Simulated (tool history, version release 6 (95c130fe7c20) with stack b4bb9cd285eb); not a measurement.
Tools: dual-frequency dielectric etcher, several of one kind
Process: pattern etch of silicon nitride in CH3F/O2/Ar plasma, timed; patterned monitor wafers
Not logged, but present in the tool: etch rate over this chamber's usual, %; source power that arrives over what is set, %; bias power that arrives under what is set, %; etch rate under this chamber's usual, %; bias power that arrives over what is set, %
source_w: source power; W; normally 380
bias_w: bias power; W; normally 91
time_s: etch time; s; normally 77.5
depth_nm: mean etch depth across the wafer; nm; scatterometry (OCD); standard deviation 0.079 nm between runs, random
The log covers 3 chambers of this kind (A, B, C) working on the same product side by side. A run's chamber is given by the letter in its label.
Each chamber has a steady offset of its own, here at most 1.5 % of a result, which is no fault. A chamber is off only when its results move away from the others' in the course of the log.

run     day  source_w  bias_w  time_s  hours since the last wet clean  hours since the last source power generator calibration  hours since the last bias power generator calibration  read-back reference wafer on the same gauge, depth_nm  depth_nm
 1C   0.362       380      91    77.5                           190.9                                                   3648.9                                                 1871.5                                                 48.590    58.074
 2B   0.796       380      91    77.5                           222.9                                                   1331.7                                                 2886.3                                                 48.590    57.407
 3A   1.075       380      91    77.5                           148.4                                                     77.8                                                 1286.9                                                 48.598    57.201
 4C   1.538       380      91    77.5                           219.1                                                   3677.1                                                 1899.7                                                 48.581    57.749
 5A   1.850       380      91    77.5                           167.0                                                     96.4                                                 1305.5                                                 48.574    57.228
 6B   2.208       380      91    77.5                           256.8                                                   1365.6                                                 2920.2                                                 48.540    57.349
 7C   2.488       380      91    77.5                           241.9                                                   3699.9                                                 1922.5                                                 48.541    57.909
 8A   2.967       380      91    77.5                           193.8                                                    123.2                                                 1332.3                                                 48.527    57.103
 9B   3.404       380      70    77.5                           285.5                                                   1394.3                                                 2948.9                                                 48.530    52.338
10B   3.900       380      70    77.5                           297.4                                                   1406.2                                                 2960.8                                                 48.516    52.187
11A   4.233       380      70    77.5                           224.2                                                    153.6                                                 1362.7                                                 48.495    52.110
12C   4.629       380      91    77.5                           293.3                                                   3751.3                                                 1973.9                                                 48.496    57.890
13C   4.904       380      91    77.5                           299.9                                                   3757.9                                                 1980.5                                                 48.491    57.836
14A   5.325       380      91    77.5                           250.4                                                    179.8                                                 1388.9                                                 48.474    57.117
15B   5.721       380      91    77.5                           341.1                                                   1449.9                                                 3004.5                                                 48.474    57.285
16C   6.012       380      91    77.5                           326.5                                                   3784.5                                                 2007.1                                                 48.476    57.705
17A   6.262       380      91    77.5                           272.9                                                    202.3                                                 1411.4                                                 48.473    57.046
18B   6.521       380      91    77.5                           360.3                                                   1469.1                                                 3023.7                                                 48.451    57.227
19C   6.838       380      91    77.5                           346.3                                                   3804.3                                                 2026.9                                                 48.444    57.773
20A   7.129       380      91    77.5                           293.7                                                    223.1                                                 1432.2                                                 48.445    57.012
21B   7.562       380      91    77.5                           385.3                                                   1494.1                                                 3048.7                                                 48.440    57.175
22C   7.879       380      91    77.5                           371.3                                                   3829.3                                                 2051.9                                                 48.427    57.736
23B   8.296       380      91    77.5                           402.9                                                   1511.7                                                 3066.3                                                 48.417    57.210
24A   8.512       380      91    77.5                           326.9                                                    256.3                                                 1465.4                                                 48.422    56.941
25B   8.738       380      91    77.5                           413.5                                                   1522.3                                                 3076.9                                                 48.405    57.197
26A   9.208       380      91    77.5                           343.6                                                    273.0                                                 1482.1                                                 48.394    56.882
27C   9.475       380      91    77.5                           409.6                                                   3867.6                                                 2090.2                                                 48.383    57.899
28B   9.708       380      91    77.5                           436.8                                                   1545.6                                                 3100.2                                                 48.379    57.070
      9.867  -- chamber B: wet clean of the chamber
     10.021  -- chamber A: wet clean of the chamber
29C  10.138       380      91    77.5                           425.5                                                   3883.5                                                 2106.1                                                 48.369    57.726
     10.204  -- chamber C: wet clean of the chamber
30A  10.350       380      91    77.5                             8.0                                                    300.4                                                 1509.5                                                 48.390    56.980
31A  10.708       410      91    55.5                            16.6                                                    309.0                                                 1518.1                                                 48.373    41.986
32C  11.146       410      91    55.5                            22.6                                                   3907.7                                                 2130.3                                                 48.358    42.520
33B  11.479       410      91    55.5                            38.8                                                   1588.1                                                 3142.7                                                 48.331    42.075
     11.733  -- chamber B: source power generator calibrated
34C  11.912       380      91    77.5                            41.0                                                   3926.1                                                 2148.7                                                 48.329    57.506
35B  12.162       380      91    77.5                            55.2                                                     10.3                                                 3159.1                                                 48.338    57.048

Is one chamber out of step, is the gauge drifting, or do the chambers differ by no more than their own small offsets? For an off chamber, give its letter and the likeliest cause.

Gauge drift. The chambers move together only on paper, and none stands off.
Likeliest cause: gauge reads low (%) = 0.563.
